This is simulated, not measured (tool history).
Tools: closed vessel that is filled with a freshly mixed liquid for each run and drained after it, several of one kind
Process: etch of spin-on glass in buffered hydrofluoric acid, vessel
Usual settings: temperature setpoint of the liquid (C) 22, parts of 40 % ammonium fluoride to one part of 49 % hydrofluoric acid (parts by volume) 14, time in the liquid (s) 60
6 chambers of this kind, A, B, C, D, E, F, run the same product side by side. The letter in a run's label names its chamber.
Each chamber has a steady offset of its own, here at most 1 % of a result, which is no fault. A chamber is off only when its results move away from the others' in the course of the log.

| run | hour | temperature setpoint of the liquid (C) | parts of 40 % ammonium fluoride to one part of 49 % hydrofluoric acid (parts by volume) | time in the liquid (s) | read-back film thickness of the spin-on glass reference wafer, read on the same gauge (nm) | thickness taken off the spin-on glass on a monitor wafer (Å) |
|---|---|---|---|---|---|---|
| 1F | 6.4 | 22 | 14 | 60 | 80.004 | 1644.1 |
| 2C | 12.7 | 22 | 14 | 60 | 80.005 | 1698.6 |
|  | 12.9 | chamber D: thermometer replaced |
| 3A | 17.4 | 22 | 14 | 60 | 80.019 | 1685.4 |
|  | 23.1 | chamber F: thermometer replaced |
| 4E | 26.4 | 22 | 14 | 60 | 79.996 | 1683.3 |
| 5D | 31.2 | 19.5 | 14 | 40 | 80.007 | 972.15 |
| 6B | 38.6 | 19.5 | 14 | 40 | 80.002 | 972.03 |
| 7F | 43.7 | 19.5 | 14 | 40 | 80.014 | 949.63 |
| 8B | 47.6 | 19.5 | 14 | 40 | 79.996 | 977.62 |
| 9C | 53.6 | 19.5 | 14 | 40 | 79.993 | 972.42 |
| 10A | 61.2 | 19.5 | 14 | 40 | 79.996 | 975 |
| 11D | 67.6 | 22 | 14 | 60 | 79.983 | 1673.2 |
| 12E | 73 | 25.5 | 14 | 80 | 80 | 2698.7 |
| 13F | 80.1 | 25.5 | 14 | 80 | 79.979 | 2690.5 |
| 14C | 87.7 | 25.5 | 14 | 80 | 79.992 | 2768.1 |
| 15E | 92 | 25.5 | 14 | 80 | 80.02 | 2689.9 |
| 16A | 99.1 | 25.5 | 14 | 80 | 80.002 | 2683.6 |
| 17B | 107 | 25.5 | 14 | 80 | 80.002 | 2656.9 |
| 18D | 112.2 | 18.5 | 14 | 60 | 79.997 | 1398 |
| 19B | 119 | 18.5 | 14 | 60 | 80.013 | 1392.5 |
| 20F | 125.3 | 18.5 | 14 | 60 | 80.012 | 1342.9 |
| 21A | 132.6 | 18.5 | 14 | 60 | 79.989 | 1398.7 |
| 22C | 140 | 18.5 | 14 | 60 | 80.02 | 1374.7 |
| 23D | 145.9 | 18.5 | 14 | 60 | 80.001 | 1355.3 |
| 24E | 153.3 | 22 | 14 | 60 | 79.998 | 1695.7 |
| 25D | 160.4 | 22 | 14 | 60 | 80 | 1700.6 |
| 26B | 164.3 | 22 | 14 | 60 | 80.017 | 1697.8 |
| 27C | 170.9 | 22 | 14 | 60 | 79.998 | 1660.4 |
| 28A | 176.9 | 22 | 14 | 60 | 79.997 | 1743.1 |
| 29F | 183.5 | 22 | 14 | 60 | 79.988 | 1656.3 |
| 30E | 189.4 | 22 | 14 | 60 | 80.008 | 1666 |
| 31F | 196.1 | 22 | 14 | 60 | 79.993 | 1682 |
| 32D | 201.2 | 22 | 14 | 60 | 79.985 | 1684 |
| 33B | 205.8 | 22 | 14 | 60 | 80.013 | 1675 |
| 34A | 211.7 | 22 | 14 | 60 | 79.989 | 1778.6 |
| 35C | 218.1 | 22 | 14 | 60 | 79.997 | 1695.5 |
| 36E | 222.7 | 25 | 14 | 60 | 80.018 | 1925.6 |
| 37E | 231.4 | 25 | 14 | 60 | 80.012 | 1991.9 |
| 38D | 239.3 | 25 | 14 | 60 | 79.984 | 1973 |
| 39F | 245 | 25 | 14 | 60 | 80.005 | 1958.5 |
| 40A | 252.1 | 25 | 14 | 60 | 80.002 | 2099.8 |
| 41B | 257.3 | 25 | 14 | 60 | 79.995 | 1949.2 |
| 42C | 263.4 | 22 | 14 | 60 | 79.994 | 1691 |
| 43C | 270.5 | 22 | 14 | 60 | 79.988 | 1687.5 |

All 6 chambers run these settings next. Forecast each chamber's results:
| 44A | 277 | 22 | 14 | 60 |  | ? |
| 44B | 277 | 22 | 14 | 60 |  | ? |
| 44C | 277 | 22 | 14 | 60 |  | ? |
| 44D | 277 | 22 | 14 | 60 |  | ? |
| 44E | 277 | 22 | 14 | 60 |  | ? |
| 44F | 277 | 22 | 14 | 60 |  | ? |

| run | thickness taken off the spin-on glass on a monitor wafer (Å) |
|---|---|
| 44A | 1819.7 |
| 44B | 1667.9 |
| 44C | 1673.3 |
| 44D | 1675.8 |
| 44E | 1656.9 |
| 44F | 1681.4 |
